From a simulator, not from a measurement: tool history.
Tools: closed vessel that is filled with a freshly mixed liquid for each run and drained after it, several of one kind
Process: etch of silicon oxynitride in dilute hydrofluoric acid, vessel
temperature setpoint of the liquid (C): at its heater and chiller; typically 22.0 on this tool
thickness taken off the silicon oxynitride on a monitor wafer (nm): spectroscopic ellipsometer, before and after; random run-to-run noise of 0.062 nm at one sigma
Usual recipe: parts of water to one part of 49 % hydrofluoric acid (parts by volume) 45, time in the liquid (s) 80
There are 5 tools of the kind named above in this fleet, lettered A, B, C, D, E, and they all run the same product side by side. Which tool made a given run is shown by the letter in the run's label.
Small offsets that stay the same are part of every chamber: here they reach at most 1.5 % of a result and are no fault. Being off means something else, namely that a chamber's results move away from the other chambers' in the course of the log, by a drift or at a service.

run	hour	temperature setpoint of the liquid (C)	parts of water to one part of 49 % hydrofluoric acid (parts by volume)	time in the liquid (s)	read-back film thickness of the silicon oxynitride reference wafer, read on the same gauge (nm)	thickness taken off the silicon oxynitride on a monitor wafer (nm)
# hour 7.7: chamber C: hydrofluoric acid flow meter replaced
1C	9.5	22.0	45	80	69.995	6.7430
2E	16.2	22.0	45	80	69.994	6.8005
3D	27.9	22.0	45	80	69.995	6.7318
4B	37.1	22.0	45	80	69.986	6.7213
5A	46.1	22.0	45	80	69.984	6.6342
6C	52.8	22.0	45	80	70.018	6.8479
7B	61.1	22.0	45	80	70.000	6.8054
# hour 64.9: chamber D: thermometer replaced
8E	74.1	22.0	45	80	69.987	6.6654
9A	85.4	22.0	45	35	70.001	2.9518
10D	93.4	22.0	45	35	69.992	2.9466
11A	101.4	22.0	45	35	69.981	2.9442
12E	112.8	22.0	45	35	70.024	2.9200
13B	123.8	22.0	45	35	70.003	2.9549
14D	131.9	22.0	45	80	70.007	6.6522
15C	144.1	24.0	45	65	70.004	6.0574
16E	152.5	24.0	45	65	69.987	5.9503
17D	160.5	24.0	45	65	69.997	5.9209
18B	170.4	24.0	45	65	69.987	6.1448
19C	182.4	24.0	45	65	69.989	6.0864
20A	194.6	22.0	45	80	69.992	6.7558
21A	207.4	22.0	45	80	70.015	6.7104
22E	220.0	22.0	45	80	70.014	6.5997
23C	228.1	22.0	45	80	69.990	6.7892
24B	241.0	22.0	45	80	69.999	6.7578
25D	253.9	22.0	45	80	70.024	6.6529
26B	266.6	22.0	45	80	69.985	6.8095
27C	276.2	22.0	45	80	70.000	6.7571
28E	285.6	22.0	45	80	70.001	6.6976
29A	293.2	18.5	45	55	70.009	3.8807
30D	299.7	18.5	45	55	69.992	3.8792
# hour 302.3: chamber D: hydrofluoric acid flow meter replaced
31E	312.4	18.5	45	55	70.007	3.8451
32D	318.5	18.5	45	55	70.000	3.8702
33A	328.3	18.5	45	55	69.999	3.8405
34C	341.4	22.0	45	80	70.005	6.8246
35B	352.9	22.0	45	80	70.014	6.7803
36A	364.3	22.0	45	80	70.003	6.6604
37B	373.1	22.0	45	80	69.992	6.7391
38C	385.2	22.0	45	80	69.998	6.7519
39E	391.9	22.0	45	80	69.999	6.6777
40D	403.5	22.0	45	80	70.008	6.6694
41B	409.4	22.0	45	80	69.990	6.7862

The same settings go to every chamber for the next run, one line per chamber below. Forecast the results for each:
42A	418.8	22.0	45	80		?
42B	418.8	22.0	45	80		?
42C	418.8	22.0	45	80		?
42D	418.8	22.0	45	80		?
42E	418.8	22.0	45	80		?

run	thickness taken off the silicon oxynitride on a monitor wafer (nm)
42A	6.7231
42B	6.7305
42C	6.7736
42D	6.6588
42E	6.6866
